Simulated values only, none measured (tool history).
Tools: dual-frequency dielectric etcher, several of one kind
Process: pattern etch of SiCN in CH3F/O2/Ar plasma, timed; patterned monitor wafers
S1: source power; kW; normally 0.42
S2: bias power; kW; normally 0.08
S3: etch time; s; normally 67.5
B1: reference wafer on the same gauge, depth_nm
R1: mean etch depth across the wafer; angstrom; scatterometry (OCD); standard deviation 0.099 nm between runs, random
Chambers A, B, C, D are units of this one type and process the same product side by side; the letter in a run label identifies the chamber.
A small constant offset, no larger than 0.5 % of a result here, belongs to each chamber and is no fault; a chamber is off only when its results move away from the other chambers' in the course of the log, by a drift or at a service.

run	day	S1	S2	S3	B1	R1
1C	0.154	0.42	0.08	67.5	30.902	266.85
2A	0.429	0.42	0.08	67.5	30.885	267.77
3B	0.708	0.42	0.08	67.5	30.873	267.98
4D	0.971	0.42	0.08	67.5	30.884	267.38
5C	1.125	0.42	0.08	67.5	30.909	266.36
6B	1.375	0.42	0.097	67.5	30.87	285.06
7A	1.6	0.42	0.097	67.5	30.872	287.8
8D	1.879	0.42	0.097	67.5	30.898	284.86
9C	2.083	0.42	0.097	67.5	30.913	285.61
10A	2.308	0.36	0.064	67.5	30.892	233.28
11D	2.471	0.36	0.064	67.5	30.889	233.03
12B	2.654	0.36	0.064	67.5	30.883	233.67
13D	2.804	0.36	0.064	67.5	30.891	232.57
14B	2.979	0.42	0.08	67.5	30.9	267.5
15A	3.125	0.42	0.08	67.5	30.896	264.17
16C	3.3	0.42	0.08	67.5	30.888	267.6
17B	3.492	0.42	0.08	67.5	30.897	265.52
18C	3.746	0.42	0.08	67.5	30.91	268.11
19D	4.008	0.47	0.08	67.5	30.933	279.92
20A	4.267	0.47	0.08	67.5	30.906	273.45
21C	4.458	0.47	0.08	67.5	30.905	276.84
22A	4.742	0.47	0.08	67.5	30.907	272.8
# day 4.8: chamber B: bias power generator calibrated
23B	4.925	0.42	0.08	67.5	30.881	268.68
24D	5.138	0.42	0.08	67.5	30.909	266.1
25C	5.3	0.42	0.08	67.5	30.906	268.1
26B	5.446	0.42	0.08	67.5	30.93	267.67
27A	5.638	0.42	0.08	67.5	30.916	258.82

Each of the 4 chambers runs these same settings next. Fill in every chamber's results:
28A	5.85	0.42	0.08	67.5		?
28B	5.85	0.42	0.08	67.5		?
28C	5.85	0.42	0.08	67.5		?
28D	5.85	0.42	0.08	67.5		?

run	R1
28A	257.4
28B	267.47
28C	266.47
28D	267.09
